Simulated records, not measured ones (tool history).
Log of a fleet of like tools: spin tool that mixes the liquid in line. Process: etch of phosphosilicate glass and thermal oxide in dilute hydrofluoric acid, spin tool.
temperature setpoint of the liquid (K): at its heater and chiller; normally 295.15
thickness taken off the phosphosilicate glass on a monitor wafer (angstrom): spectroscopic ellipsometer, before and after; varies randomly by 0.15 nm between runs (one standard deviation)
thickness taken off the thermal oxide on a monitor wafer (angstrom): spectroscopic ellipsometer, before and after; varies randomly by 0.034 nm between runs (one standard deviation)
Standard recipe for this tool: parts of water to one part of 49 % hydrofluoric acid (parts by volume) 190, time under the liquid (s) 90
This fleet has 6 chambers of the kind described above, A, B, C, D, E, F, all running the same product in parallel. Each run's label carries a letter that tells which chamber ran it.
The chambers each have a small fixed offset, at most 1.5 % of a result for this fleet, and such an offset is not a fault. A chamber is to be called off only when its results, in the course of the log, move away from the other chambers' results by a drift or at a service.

| run | day | temperature setpoint of the liquid (K) | parts of water to one part of 49 % hydrofluoric acid (parts by volume) | time under the liquid (s) | read-back film thickness of the phosphosilicate glass reference wafer, read on the same gauge (nm) | read-back film thickness of the thermal oxide reference wafer, read on the same gauge (nm) | thickness taken off the phosphosilicate glass on a monitor wafer (angstrom) | thickness taken off the thermal oxide on a monitor wafer (angstrom) |
|---|---|---|---|---|---|---|---|---|
|  | 0.129 | chamber E: hydrofluoric acid flow meter replaced |
| 1A | 0.312 | 295.15 | 190 | 90 | 69.975 | 140.01 | 401.72 | 20.398 |
| 2D | 0.462 | 295.15 | 190 | 90 | 70.008 | 139.98 | 404.08 | 19.955 |
| 3F | 0.650 | 295.15 | 190 | 90 | 69.982 | 139.99 | 412.36 | 20.129 |
| 4B | 0.796 | 295.15 | 190 | 90 | 69.987 | 139.97 | 407.80 | 20.025 |
| 5E | 0.946 | 292.65 | 260 | 90 | 70.023 | 140.02 | 250.86 | 12.682 |
| 6C | 1.229 | 292.65 | 260 | 90 | 69.997 | 140.02 | 257.27 | 12.532 |
| 7E | 1.408 | 292.65 | 260 | 90 | 70.005 | 139.99 | 250.90 | 12.631 |
|  | 1.604 | chamber C: hydrofluoric acid flow meter replaced |
| 8A | 1.683 | 292.65 | 260 | 90 | 70.036 | 139.98 | 250.56 | 12.969 |
| 9D | 1.862 | 292.65 | 260 | 90 | 70.008 | 140.00 | 252.79 | 12.563 |
| 10F | 2.012 | 292.65 | 260 | 90 | 69.987 | 139.99 | 253.72 | 12.706 |
| 11C | 2.225 | 295.15 | 190 | 90 | 70.016 | 140.04 | 414.69 | 20.221 |
| 12B | 2.496 | 295.15 | 190 | 90 | 70.007 | 139.99 | 409.88 | 20.045 |
| 13D | 2.712 | 298.65 | 190 | 90 | 69.996 | 139.98 | 463.75 | 22.556 |
| 14E | 3.000 | 298.65 | 190 | 90 | 69.995 | 139.99 | 461.14 | 23.256 |
| 15F | 3.279 | 298.65 | 190 | 90 | 69.993 | 140.00 | 467.16 | 23.371 |
| 16B | 3.438 | 298.65 | 190 | 90 | 70.022 | 140.00 | 462.87 | 22.587 |
| 17A | 3.683 | 298.65 | 190 | 90 | 69.986 | 140.01 | 460.41 | 23.071 |
| 18C | 3.925 | 298.65 | 190 | 90 | 69.996 | 140.02 | 469.35 | 23.377 |
| 19F | 4.217 | 295.15 | 190 | 90 | 69.998 | 140.01 | 411.23 | 20.269 |
| 20B | 4.504 | 295.15 | 190 | 90 | 69.999 | 139.99 | 409.49 | 20.091 |
| 21A | 4.667 | 295.15 | 190 | 90 | 70.012 | 140.00 | 400.95 | 20.946 |
| 22E | 4.842 | 295.15 | 190 | 90 | 70.022 | 140.01 | 403.59 | 20.755 |
| 23C | 5.117 | 295.15 | 190 | 90 | 69.995 | 140.00 | 412.90 | 20.348 |
| 24D | 5.429 | 295.15 | 190 | 90 | 70.000 | 139.99 | 406.55 | 20.570 |
| 25B | 5.625 | 295.15 | 190 | 90 | 69.985 | 140.01 | 408.06 | 20.558 |
| 26A | 5.950 | 295.15 | 190 | 90 | 70.005 | 140.01 | 402.94 | 20.787 |
|  | 6.112 | chamber E: thermometer replaced |
| 27E | 6.121 | 295.15 | 190 | 90 | 70.001 | 140.02 | 404.67 | 20.739 |
| 28C | 6.375 | 295.15 | 190 | 90 | 69.988 | 139.98 | 413.69 | 20.387 |
| 29D | 6.696 | 295.15 | 190 | 90 | 69.975 | 140.01 | 404.68 | 20.099 |
| 30F | 6.962 | 295.15 | 190 | 90 | 70.018 | 140.03 | 408.03 | 20.386 |
| 31E | 7.146 | 295.15 | 190 | 90 | 70.022 | 139.98 | 404.69 | 19.743 |
| 32F | 7.333 | 295.15 | 190 | 90 | 69.996 | 139.97 | 411.29 | 20.035 |
| 33C | 7.662 | 295.15 | 190 | 90 | 69.983 | 139.97 | 411.02 | 19.730 |
| 34B | 7.838 | 295.15 | 190 | 90 | 69.993 | 140.00 | 409.05 | 19.851 |
| 35A | 8.042 | 295.15 | 190 | 90 | 70.001 | 140.03 | 406.34 | 21.108 |
|  | 8.254 | chamber B: thermometer replaced |
| 36D | 8.292 | 295.15 | 190 | 90 | 70.028 | 140.02 | 407.92 | 20.773 |
| 37A | 8.512 | 295.15 | 190 | 90 | 70.004 | 140.00 | 399.85 | 20.184 |
| 38B | 8.708 | 295.15 | 190 | 90 | 70.020 | 139.98 | 407.42 | 20.624 |
|  | 8.758 | chamber B: hydrofluoric acid flow meter replaced |
| 39F | 8.883 | 295.15 | 190 | 90 | 70.020 | 140.02 | 409.71 | 19.767 |
| 40C | 9.200 | 295.15 | 190 | 90 | 70.013 | 139.99 | 411.16 | 19.737 |
| 41D | 9.458 | 293.65 | 190 | 130 | 70.008 | 139.99 | 557.53 | 26.960 |
| 42E | 9.779 | 293.65 | 190 | 130 | 70.016 | 140.01 | 549.55 | 27.596 |
| 43B | 10.050 | 293.65 | 190 | 130 | 70.016 | 140.02 | 560.80 | 27.296 |

All chambers now run identical settings, listed one chamber a line with results as question marks. What results will each chamber show?
| 44A | 10.288 | 295.15 | 190 | 90 |  |  | ? | ? |
| 44B | 10.288 | 295.15 | 190 | 90 |  |  | ? | ? |
| 44C | 10.288 | 295.15 | 190 | 90 |  |  | ? | ? |
| 44D | 10.288 | 295.15 | 190 | 90 |  |  | ? | ? |
| 44E | 10.288 | 295.15 | 190 | 90 |  |  | ? | ? |
| 44F | 10.288 | 295.15 | 190 | 90 |  |  | ? | ? |

| run | thickness taken off the phosphosilicate glass on a monitor wafer (angstrom) | thickness taken off the thermal oxide on a monitor wafer (angstrom) |
|---|---|---|
| 44A | 401.96 | 20.533 |
| 44B | 409.44 | 20.140 |
| 44C | 413.53 | 20.156 |
| 44D | 407.04 | 20.275 |
| 44E | 403.09 | 20.228 |
| 44F | 410.31 | 19.833 |

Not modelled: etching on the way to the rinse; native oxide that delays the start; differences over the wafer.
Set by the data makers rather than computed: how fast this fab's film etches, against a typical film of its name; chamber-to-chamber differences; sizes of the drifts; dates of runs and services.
